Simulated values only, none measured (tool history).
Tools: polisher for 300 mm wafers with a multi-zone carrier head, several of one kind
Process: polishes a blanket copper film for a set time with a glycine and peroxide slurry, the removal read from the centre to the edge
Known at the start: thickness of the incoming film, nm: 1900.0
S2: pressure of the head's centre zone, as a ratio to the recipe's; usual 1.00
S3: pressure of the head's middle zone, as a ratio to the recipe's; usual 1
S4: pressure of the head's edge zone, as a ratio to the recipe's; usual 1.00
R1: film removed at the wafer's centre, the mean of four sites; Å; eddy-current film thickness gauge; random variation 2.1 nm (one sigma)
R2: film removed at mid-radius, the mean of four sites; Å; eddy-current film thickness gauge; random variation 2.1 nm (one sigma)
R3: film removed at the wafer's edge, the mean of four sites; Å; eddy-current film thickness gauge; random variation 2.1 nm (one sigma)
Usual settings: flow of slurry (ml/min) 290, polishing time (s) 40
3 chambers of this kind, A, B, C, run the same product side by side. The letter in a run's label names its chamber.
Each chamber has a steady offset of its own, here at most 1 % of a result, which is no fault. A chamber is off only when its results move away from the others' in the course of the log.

run 1C day=0.258 | flow_of_slurry_(ml/min)=290 S2=1.00 S3=1 S4=1.00 polishing_time_(s)=40 | R1=2719.5 R2=2631.4 R3=2672.7
run 2B day=0.504 | flow_of_slurry_(ml/min)=290 S2=1.00 S3=1 S4=1.00 polishing_time_(s)=40 | R1=2678.9 R2=2649.3 R3=2685.6
run 3A day=0.708 | flow_of_slurry_(ml/min)=290 S2=1.00 S3=1 S4=1.00 polishing_time_(s)=40 | R1=2689.0 R2=2703.5 R3=2671.6
run 4A day=0.992 | flow_of_slurry_(ml/min)=290 S2=1.00 S3=1 S4=1.00 polishing_time_(s)=40 | R1=2643.8 R2=2656.5 R3=2682.3
run 5B day=1.292 | flow_of_slurry_(ml/min)=290 S2=1.00 S3=1 S4=1.00 polishing_time_(s)=40 | R1=2675.1 R2=2619.5 R3=2702.6
run 6C day=1.558 | flow_of_slurry_(ml/min)=290 S2=1.00 S3=1 S4=1.00 polishing_time_(s)=40 | R1=2711.5 R2=2693.3 R3=2698.3
-- day=1.592 chamber C: worn pad replaced by a new one
run 7C day=1.754 | flow_of_slurry_(ml/min)=290 S2=1.00 S3=1 S4=1.00 polishing_time_(s)=40 | R1=2687.3 R2=2690.2 R3=2692.3
run 8B day=1.904 | flow_of_slurry_(ml/min)=290 S2=1.00 S3=1 S4=1.00 polishing_time_(s)=40 | R1=2654.0 R2=2630.9 R3=2674.8
run 9A day=2.079 | flow_of_slurry_(ml/min)=290 S2=1.00 S3=1 S4=1.00 polishing_time_(s)=40 | R1=2680.0 R2=2713.5 R3=2682.0
-- day=2.121 chamber A: worn pad replaced by a new one
run 10C day=2.246 | flow_of_slurry_(ml/min)=290 S2=1.00 S3=1 S4=1.00 polishing_time_(s)=40 | R1=2701.2 R2=2657.0 R3=2687.6
run 11A day=2.467 | flow_of_slurry_(ml/min)=290 S2=1.00 S3=1 S4=1.00 polishing_time_(s)=40 | R1=2656.7 R2=2667.4 R3=2702.3
-- day=2.504 chamber B: worn pad replaced by a new one
run 12B day=2.679 | flow_of_slurry_(ml/min)=290 S2=1.00 S3=1 S4=1.00 polishing_time_(s)=40 | R1=2646.4 R2=2659.1 R3=2672.4
run 13B day=3.000 | flow_of_slurry_(ml/min)=290 S2=1.00 S3=1 S4=1.00 polishing_time_(s)=40 | R1=2665.1 R2=2682.1 R3=2693.4
run 14C day=3.179 | flow_of_slurry_(ml/min)=290 S2=1.00 S3=1 S4=1.00 polishing_time_(s)=40 | R1=2680.5 R2=2654.6 R3=2671.4
run 15A day=3.362 | flow_of_slurry_(ml/min)=250 S2=1.00 S3=1 S4=1.00 polishing_time_(s)=40 | R1=2621.0 R2=2661.9 R3=2680.8
run 16A day=3.562 | flow_of_slurry_(ml/min)=250 S2=1.00 S3=1 S4=1.00 polishing_time_(s)=40 | R1=2638.7 R2=2665.1 R3=2658.4
run 17B day=3.771 | flow_of_slurry_(ml/min)=250 S2=1.00 S3=1 S4=1.00 polishing_time_(s)=40 | R1=2631.0 R2=2617.3 R3=2626.9
run 18C day=4.062 | flow_of_slurry_(ml/min)=290 S2=1.00 S3=1 S4=1.00 polishing_time_(s)=40 | R1=2707.5 R2=2689.1 R3=2665.1
run 19C day=4.350 | flow_of_slurry_(ml/min)=290 S2=1.00 S3=1 S4=1.00 polishing_time_(s)=40 | R1=2726.4 R2=2651.3 R3=2674.1
run 20B day=4.642 | flow_of_slurry_(ml/min)=290 S2=1.00 S3=1 S4=1.04 polishing_time_(s)=32 | R1=2098.4 R2=2150.3 R3=2187.1
run 21A day=4.946 | flow_of_slurry_(ml/min)=290 S2=1.00 S3=1 S4=1.04 polishing_time_(s)=32 | R1=2140.1 R2=2122.7 R3=2205.5

Is one chamber off against the others, does the gauge drift, or is nothing wrong? If a chamber is off, say which, and what the likeliest cause is.

No chamber stands off beyond its own small offset, and the gauge holds steady.
